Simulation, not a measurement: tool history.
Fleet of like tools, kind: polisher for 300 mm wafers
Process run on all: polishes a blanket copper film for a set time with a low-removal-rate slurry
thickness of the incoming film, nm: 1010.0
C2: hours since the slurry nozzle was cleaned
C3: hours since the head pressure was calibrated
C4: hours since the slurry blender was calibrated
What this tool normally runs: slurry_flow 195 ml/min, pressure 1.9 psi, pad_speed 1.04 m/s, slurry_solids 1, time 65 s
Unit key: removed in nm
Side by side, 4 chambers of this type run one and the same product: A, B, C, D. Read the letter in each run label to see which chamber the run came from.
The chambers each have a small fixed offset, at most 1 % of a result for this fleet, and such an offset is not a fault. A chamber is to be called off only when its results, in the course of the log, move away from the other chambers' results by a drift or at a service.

Run 1B, day 0.354: usual settings; wafers polished on this pad 284; C2 46.6; C3 945.9; C4 343.1. Result: removed 140.5 nm.
Run 2A, day 0.65: usual settings; wafers polished on this pad 655; C2 336.6; C3 611.4; C4 254.7. Result: removed 139.7 nm.
At day 0.654: chamber D: worn pad replaced by a new one.
Run 3C, day 1.158: usual settings; wafers polished on this pad 457; C2 323.4; C3 365; C4 88.9. Result: removed 138.54 nm.
At day 1.483: chamber A: worn pad replaced by a new one.
Run 4D, day 1.583: usual settings; wafers polished on this pad 240; C2 87.8; C3 240; C4 222.1. Result: removed 140.04 nm.
Run 5D, day 1.904: usual settings; wafers polished on this pad 323; C2 95.5; C3 247.7; C4 229.8. Result: removed 139.93 nm.
Run 6C, day 2.317: usual settings; wafers polished on this pad 757; C2 351.2; C3 392.8; C4 116.7. Result: removed 141.89 nm.
At day 2.325: chamber C: slurry nozzle cleaned.
Run 7B, day 2.867: usual settings; wafers polished on this pad 934; C2 106.9; C3 1006.2; C4 403.4. Result: removed 141.71 nm.
At day 3.012: chamber C: worn pad replaced by a new one.
At day 3.2: chamber A: slurry blender recalibrated.
Run 8A, day 3.204: usual settings; wafers polished on this pad 445; C2 397.9; C3 672.7; C4 0.1. Result: removed 141.97 nm.
At day 3.229: chamber B: worn pad replaced by a new one.
Run 9D, day 3.683: usual settings; wafers polished on this pad 783; C2 138.2; C3 290.4; C4 272.5. Result: removed 140.13 nm.
Run 10B, day 4.225: usual settings; wafers polished on this pad 257; C2 139.5; C3 1038.8; C4 436. Result: removed 138.37 nm.
At day 4.608: chamber D: worn pad replaced by a new one.
Run 11C, day 4.638: usual settings; wafers polished on this pad 420; C2 55.5; C3 448.5; C4 172.4. Result: removed 141.05 nm.
At day 4.642: chamber A: worn pad replaced by a new one.
At day 4.988: chamber B: slurry blender recalibrated.
Run 12A, day 5.275: usual settings; wafers polished on this pad 164; C2 447.6; C3 722.4; C4 49.8. Result: removed 138.76 nm.
At day 5.592: chamber D: head pressure recalibrated.
Run 13A, day 5.862: usual settings; wafers polished on this pad 316; C2 461.7; C3 736.5; C4 63.9. Result: removed 137.84 nm.
Run 14C, day 6.246: usual settings; wafers polished on this pad 836; C2 94.1; C3 487.1; C4 211. Result: removed 145.36 nm.
At day 6.446: chamber C: slurry blender recalibrated.
Run 15D, day 6.6: usual settings; wafers polished on this pad 515; C2 208.2; C3 24.3; C4 342.5. Result: removed 140.75 nm.
At day 6.858: chamber C: worn pad replaced by a new one.
Run 16B, day 7.167: usual settings; wafers polished on this pad 1017; C2 210.1; C3 1109.4; C4 52.3. Result: removed 140.37 nm.
At day 7.371: chamber B: worn pad replaced by a new one.
Run 17C, day 7.529: usual settings but slurry_solids 0.85; wafers polished on this pad 173; C2 124.9; C3 517.9; C4 26. Result: removed 138.67 nm.
Run 18D, day 8.162: usual settings but slurry_solids 0.85; wafers polished on this pad 919; C2 245.7; C3 61.8; C4 380. Result: removed 138.56 nm.
At day 8.229: chamber A: worn pad replaced by a new one.
Run 19A, day 8.708: usual settings but slurry_solids 0.85; wafers polished on this pad 124; C2 530; C3 804.8; C4 132.2. Result: removed 133.02 nm.
At day 8.754: chamber D: worn pad replaced by a new one.
Run 20B, day 9.033: usual settings but slurry_solids 0.85; wafers polished on this pad 430; C2 254.9; C3 1154.2; C4 97.1. Result: removed 133.82 nm.
Run 21C, day 9.429: usual settings; wafers polished on this pad 664; C2 170.5; C3 563.5; C4 71.6. Result: removed 144.06 nm.
At day 9.812: chamber D: slurry nozzle cleaned.
At day 9.921: chamber D: slurry blender recalibrated.
Run 22A, day 10.042: usual settings; wafers polished on this pad 469; C2 562; C3 836.8; C4 164.2. Result: removed 140.76 nm.
At day 10.283: chamber C: worn pad replaced by a new one.
Run 23B, day 10.525: usual settings; wafers polished on this pad 815; C2 290.7; C3 1190; C4 132.9. Result: removed 139.79 nm.
At day 10.65: chamber B: worn pad replaced by a new one.
Run 24D, day 10.933: usual settings; wafers polished on this pad 564; C2 27; C3 128.3; C4 24.4. Result: removed 143.58 nm.
At day 11.371: chamber B: slurry nozzle cleaned.
Run 25A, day 11.417: usual settings but pressure 1.4 psi, slurry_solids 1.2; wafers polished on this pad 824; C2 595; C3 869.8; C4 197.2. Result: removed 105.72 nm.
Run 26C, day 11.788: usual settings but pressure 1.4 psi, slurry_solids 1.2; wafers polished on this pad 389; C2 227.1; C3 620.1; C4 128.2. Result: removed 108.44 nm.
Run 27D, day 12.121: usual settings but pressure 1.4 psi, slurry_solids 1.2; wafers polished on this pad 871; C2 55.5; C3 156.8; C4 52.9. Result: removed 107.56 nm.
At day 12.283: chamber A: worn pad replaced by a new one.
At day 12.321: chamber D: worn pad replaced by a new one.
Run 28B, day 12.471: usual settings but pressure 1.4 psi, slurry_solids 1.2; wafers polished on this pad 471; C2 26.4; C3 1236.7; C4 179.6. Result: removed 106.81 nm.
Run 29A, day 13.071: usual settings; wafers polished on this pad 203; C2 634.7; C3 909.5; C4 236.9. Result: removed 137.16 nm.
Run 30C, day 13.625: usual settings; wafers polished on this pad 864; C2 271.2; C3 664.2; C4 172.3. Result: removed 141.45 nm.
Run 31B, day 13.95: usual settings; wafers polished on this pad 853; C2 61.9; C3 1272.2; C4 215.1. Result: removed 140.84 nm.
At day 14.008: chamber C: worn pad replaced by a new one.
At day 14.154: chamber B: worn pad replaced by a new one.
Run 32D, day 14.358: usual settings; wafers polished on this pad 526; C2 109.2; C3 210.5; C4 106.6. Result: removed 140.38 nm.
Run 33A, day 14.658: usual settings; wafers polished on this pad 614; C2 672.8; C3 947.6; C4 275. Result: removed 138.41 nm.
Run 34B, day 15.192: usual settings; wafers polished on this pad 269; C2 91.7; C3 1302; C4 244.9. Result: removed 140.03 nm.
Run 35D, day 15.521: usual settings; wafers polished on this pad 827; C2 137.1; C3 238.4; C4 134.5. Result: removed 139.86 nm.
At day 15.558: chamber C: slurry blender recalibrated.
At day 15.925: chamber D: worn pad replaced by a new one.
At day 15.988: chamber A: worn pad replaced by a new one.
Run 36C, day 16.096: usual settings; wafers polished on this pad 539; C2 330.5; C3 723.5; C4 13. Result: removed 141.6 nm.
Run 37D, day 16.533: usual settings; wafers polished on this pad 157; C2 161.4; C3 262.7; C4 158.8. Result: removed 141.81 nm.
Run 38A, day 16.971: usual settings; wafers polished on this pad 254; C2 728.3; C3 1003.1; C4 330.5. Result: removed 139.6 nm.
Run 39B, day 17.279: usual settings; wafers polished on this pad 808; C2 141.8; C3 1352.1; C4 295. Result: removed 140.41 nm.
Run 40C, day 17.779: usual settings; wafers polished on this pad 974; C2 370.9; C3 763.9; C4 53.4. Result: removed 137.81 nm.
Run 41C, day 18.117: usual settings; wafers polished on this pad 1062; C2 379; C3 772; C4 61.5. Result: removed 140.83 nm.

Next, every chamber runs the same settings. What will each give?
Run 42A, day 18.583: usual settings but time 86 s. Result: removed ?.
Run 42B, day 18.583: usual settings but time 86 s. Result: removed ?.
Run 42C, day 18.583: usual settings but time 86 s. Result: removed ?.
Run 42D, day 18.583: usual settings but time 86 s. Result: removed ?.

run  removed
42A   184.14
42B   184.77
42C   186.74
42D   186.68

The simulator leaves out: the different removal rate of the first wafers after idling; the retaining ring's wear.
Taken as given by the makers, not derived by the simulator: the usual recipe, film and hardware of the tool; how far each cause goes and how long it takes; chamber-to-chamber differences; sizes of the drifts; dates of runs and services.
